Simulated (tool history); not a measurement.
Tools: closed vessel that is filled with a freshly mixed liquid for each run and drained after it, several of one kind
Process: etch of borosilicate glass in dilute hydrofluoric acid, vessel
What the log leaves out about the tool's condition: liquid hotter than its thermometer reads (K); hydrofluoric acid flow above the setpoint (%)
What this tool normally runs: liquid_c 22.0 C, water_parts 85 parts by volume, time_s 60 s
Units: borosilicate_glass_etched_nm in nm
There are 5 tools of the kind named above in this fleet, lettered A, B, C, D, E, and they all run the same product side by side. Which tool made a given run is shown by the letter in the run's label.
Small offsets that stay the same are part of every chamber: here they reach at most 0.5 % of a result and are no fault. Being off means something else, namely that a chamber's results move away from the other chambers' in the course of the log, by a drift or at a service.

| run | hour | liquid_c | water_parts | time_s | hours since the thermometer was replaced | hours since the hydrofluoric acid flow meter was replaced | read-back film thickness of the borosilicate glass reference wafer, read on the same gauge (nm) | borosilicate_glass_etched_nm |
|---|---|---|---|---|---|---|---|---|
| 1E | 7.4 | 22.0 | 85 | 60 | 1429.6 | 920.7 | 89.981 | 36.874 |
| 2C | 12.4 | 22.0 | 85 | 60 | 1411.1 | 748.4 | 89.977 | 36.888 |
| 3A | 17.0 | 22.0 | 85 | 60 | 303.6 | 388.6 | 89.983 | 37.221 |
| 4D | 22.4 | 22.0 | 85 | 60 | 905.7 | 1411.4 | 90.011 | 36.658 |
| 5B | 29.4 | 22.0 | 85 | 60 | 851.6 | 1665.7 | 89.993 | 36.722 |
| 6A | 35.1 | 22.0 | 85 | 60 | 321.7 | 406.7 | 90.027 | 36.886 |
| 7D | 40.9 | 22.0 | 85 | 60 | 924.2 | 1429.9 | 89.987 | 36.399 |
| 8B | 48.5 | 22.0 | 85 | 60 | 870.7 | 1684.8 | 89.996 | 36.838 |
|  | 53.6 | chamber C: thermometer replaced |
| 9C | 54.8 | 22.0 | 85 | 60 | 1.3 | 790.8 | 90.004 | 36.275 |
| 10E | 61.4 | 22.0 | 85 | 60 | 1483.6 | 974.7 | 90.006 | 37.190 |
|  | 67.1 | chamber C: hydrofluoric acid flow meter replaced |
| 11A | 68.3 | 22.0 | 85 | 60 | 354.9 | 439.9 | 90.006 | 37.598 |
| 12C | 74.6 | 22.0 | 95 | 30 | 21.1 | 7.5 | 90.003 | 16.035 |
| 13D | 81.2 | 22.0 | 95 | 30 | 964.5 | 1470.2 | 89.991 | 16.135 |
| 14E | 86.4 | 22.0 | 95 | 30 | 1508.6 | 999.7 | 89.959 | 16.282 |
| 15B | 89.9 | 22.0 | 95 | 30 | 912.1 | 1726.2 | 89.981 | 16.084 |
| 16D | 96.2 | 22.0 | 95 | 30 | 979.5 | 1485.2 | 90.001 | 16.291 |
| 17E | 100.4 | 22.0 | 85 | 60 | 1522.6 | 1013.7 | 90.013 | 36.805 |
| 18B | 106.2 | 27.0 | 85 | 40 | 928.4 | 1742.5 | 90.015 | 30.136 |
| 19C | 114.0 | 27.0 | 85 | 40 | 60.5 | 46.9 | 89.995 | 29.892 |
|  | 116.5 | chamber E: hydrofluoric acid flow meter replaced |
| 20A | 119.8 | 27.0 | 85 | 40 | 406.4 | 491.4 | 90.009 | 31.397 |
|  | 121.6 | chamber D: hydrofluoric acid flow meter replaced |
| 21B | 126.9 | 27.0 | 85 | 40 | 949.1 | 1763.2 | 89.978 | 29.760 |
| 22D | 132.2 | 27.0 | 85 | 40 | 1015.5 | 10.7 | 90.008 | 29.567 |
| 23E | 137.3 | 22.0 | 85 | 60 | 1559.5 | 20.9 | 89.991 | 36.483 |
| 24A | 142.4 | 22.0 | 85 | 60 | 429.0 | 514.0 | 90.038 | 39.659 |
| 25C | 145.8 | 25.5 | 85 | 50 | 92.3 | 78.7 | 90.015 | 35.201 |
| 26E | 153.0 | 25.5 | 85 | 50 | 1575.2 | 36.6 | 90.019 | 35.170 |
| 27D | 159.0 | 25.5 | 85 | 50 | 1042.3 | 37.5 | 90.000 | 35.122 |
| 28B | 162.7 | 25.5 | 85 | 50 | 984.9 | 1799.0 | 90.029 | 35.069 |
|  | 167.2 | chamber A: hydrofluoric acid flow meter replaced |
| 29C | 169.4 | 25.5 | 85 | 50 | 115.9 | 102.3 | 90.012 | 35.846 |
| 30A | 176.2 | 22.0 | 85 | 85 | 462.8 | 9.0 | 90.004 | 56.403 |
| 31A | 181.6 | 22.0 | 85 | 85 | 468.2 | 14.4 | 90.008 | 56.322 |
| 32D | 187.7 | 22.0 | 85 | 85 | 1071.0 | 66.2 | 90.003 | 51.780 |

All 5 chambers run these settings next. Forecast each chamber's results:
| 33A | 193.3 | 19.5 | 85 | 60 |  |  |  | ? |
| 33B | 193.3 | 19.5 | 85 | 60 |  |  |  | ? |
| 33C | 193.3 | 19.5 | 85 | 60 |  |  |  | ? |
| 33D | 193.3 | 19.5 | 85 | 60 |  |  |  | ? |
| 33E | 193.3 | 19.5 | 85 | 60 |  |  |  | ? |

| run | borosilicate_glass_etched_nm |
|---|---|
| 33A | 36.316 |
| 33B | 33.122 |
| 33C | 33.077 |
| 33D | 32.578 |
| 33E | 32.915 |

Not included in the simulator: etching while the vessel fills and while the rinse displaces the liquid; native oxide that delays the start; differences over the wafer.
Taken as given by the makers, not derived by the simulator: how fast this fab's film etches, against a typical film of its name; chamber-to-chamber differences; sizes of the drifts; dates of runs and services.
